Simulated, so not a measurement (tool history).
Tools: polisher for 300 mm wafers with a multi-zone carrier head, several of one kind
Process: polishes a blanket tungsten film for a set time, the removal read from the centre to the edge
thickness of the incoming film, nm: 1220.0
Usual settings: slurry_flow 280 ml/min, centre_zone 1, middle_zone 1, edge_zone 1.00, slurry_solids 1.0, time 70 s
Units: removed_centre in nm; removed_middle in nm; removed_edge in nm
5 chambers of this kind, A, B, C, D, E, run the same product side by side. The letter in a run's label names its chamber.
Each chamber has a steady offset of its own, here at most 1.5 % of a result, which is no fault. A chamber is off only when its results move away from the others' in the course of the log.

run	day	slurry_flow	centre_zone	middle_zone	edge_zone	slurry_solids	time	wafers polished on this pad	hours since the slurry nozzle was cleaned	hours since the centre zone pressure was calibrated	hours since the edge zone pressure was calibrated	removed_centre	removed_middle	removed_edge
# day 0.142: chamber B: worn pad replaced by a new one
# day 0.192: chamber A: edge zone pressure recalibrated
1A	0.242	280	1	1	1.00	1.0	70	773	49.0	560.3	1.2	332.29	331.13	334.57
2E	0.462	280	1	1	1.00	1.0	70	555	431.8	34.9	845.2	334.14	334.30	332.45
3D	0.700	280	1	1	1.00	1.0	70	995	280.7	981.3	1103.7	333.88	332.61	332.41
4B	0.858	280	1	1	1.00	1.0	70	169	603.0	517.8	466.5	333.10	335.07	328.15
# day 0.971: chamber D: worn pad replaced by a new one
5C	0.983	280	1	1	0.93	1.2	70	498	510.6	466.6	487.5	347.09	341.57	329.60
# day 1.071: chamber A: worn pad replaced by a new one
# day 1.096: chamber E: worn pad replaced by a new one
# day 1.100: chamber C: centre zone pressure recalibrated
6A	1.208	280	1	1	0.93	1.2	70	32	72.2	583.5	24.4	345.85	344.53	339.20
7C	1.392	280	1	1	0.93	1.2	70	594	520.4	7.1	497.3	346.36	343.73	329.72
8B	1.575	280	1	1	0.93	1.2	70	338	620.2	535.0	483.7	348.07	349.16	331.77
9D	1.762	280	1	1	0.93	1.2	70	187	306.2	1006.8	1129.2	349.35	346.42	332.20
10E	1.996	280	1	1	1.00	1.0	70	213	468.6	71.7	882.0	329.87	336.21	332.06
11C	2.162	280	1	1	1.00	1.0	70	776	538.9	25.6	515.8	334.26	331.60	330.18
12B	2.371	280	1	1	1.00	1.0	70	525	639.3	554.1	502.8	330.35	330.81	328.97
# day 2.429: chamber B: slurry nozzle cleaned
13D	2.642	280	1	1	1.00	1.0	70	394	327.3	1027.9	1150.3	336.15	336.06	332.46
14A	2.879	280	1	1	1.00	1.0	61	426	112.3	623.6	64.5	289.71	289.96	292.62
15E	3.133	280	1	1	1.00	1.0	61	481	495.9	99.0	909.3	291.19	296.61	286.39
16E	3.350	280	1	1	1.00	1.0	61	532	501.1	104.2	914.5	292.01	290.20	288.61
# day 3.558: chamber D: edge zone pressure recalibrated
17D	3.617	280	1	1	1.00	1.0	61	624	350.7	1051.3	1.5	289.71	290.58	285.87
# day 3.800: chamber D: centre zone pressure recalibrated
18B	3.833	280	1	1	1.00	1.0	61	870	33.7	589.2	537.9	290.59	284.27	286.93
# day 3.912: chamber C: worn pad replaced by a new one
19C	4.004	280	1	1	1.00	1.0	70	22	583.1	69.8	560.0	333.85	332.99	331.12
# day 4.192: chamber E: worn pad replaced by a new one
20A	4.271	280	1	1	1.00	1.0	70	754	145.7	657.0	97.9	333.76	331.59	335.72
21E	4.471	280	1	1	1.00	1.0	70	66	528.0	131.1	941.4	334.41	335.18	330.96
# day 4.562: chamber D: worn pad replaced by a new one
22B	4.638	280	1	1	1.00	1.0	70	1060	53.0	608.5	557.2	329.99	329.37	328.98
# day 4.658: chamber A: worn pad replaced by a new one
# day 4.858: chamber B: worn pad replaced by a new one
23A	4.875	280	1	1	1.10	1.0	83	51	160.2	671.5	112.4	393.07	393.20	414.96
24D	5.038	280	1	1	1.10	1.0	83	112	384.8	29.8	35.6	438.53	395.89	410.50
25C	5.229	280	1	1	1.10	1.0	83	311	612.5	99.2	589.4	391.77	392.11	413.98
26C	5.454	280	1	1	1.10	1.0	83	364	617.9	104.6	594.8	392.15	391.09	408.35
27A	5.688	280	1	1	1.10	1.0	83	243	179.7	691.0	131.9	389.90	393.46	413.11
28E	5.912	280	1	1	1.00	1.0	70	406	562.6	165.7	976.0	330.29	336.44	329.87
29B	6.117	280	1	1	1.00	1.0	70	296	88.5	644.0	592.7	328.58	332.92	328.56
30D	6.321	280	1	1	1.00	1.0	70	414	415.6	60.6	66.4	368.75	330.56	335.61
31C	6.533	225	1	1	1.00	1.0	81	618	643.8	130.5	620.7	374.24	374.19	374.07

Is one chamber off against the others, does the gauge drift, or is nothing wrong? If a chamber is off, say which, and what the likeliest cause is.

A service left chamber D off against the others.
Cause: centre zone's pressure above its setpoint, % = 7.88.

Here are 4 candidates for chamber D's next run, each the usual settings with a change, their results left as question marks. Which one brings its results back in line with what the others give on the usual settings?
In line means no further than this from the other chambers' mean on the usual settings: removed_centre 7.90 nm; removed_middle 8.20 nm; removed_edge 7.10 nm
32D-1	6.729	285	1.07	0.98	0.98	1.0	71					?	?	?
32D-2	6.729	290	1.15	0.96	0.95	1.0	72					?	?	?
32D-3	6.729	270	0.87	1.03	1.04	1.0	68					?	?	?
32D-4	6.729	275	0.93	1.02	1.02	1.0	69					?	?	?

The other chambers' mean on the usual settings: removed_centre 330.64 nm; removed_middle 332.80 nm; removed_edge 330.91 nm
run	removed_centre	removed_middle	removed_edge
32D-1	399.05	331.64	332.54
32D-2	438.27	330.52	332.41
32D-3	302.92	330.83	326.93
32D-4	331.52	333.27	328.88
32D-4 brings the chamber back in line.
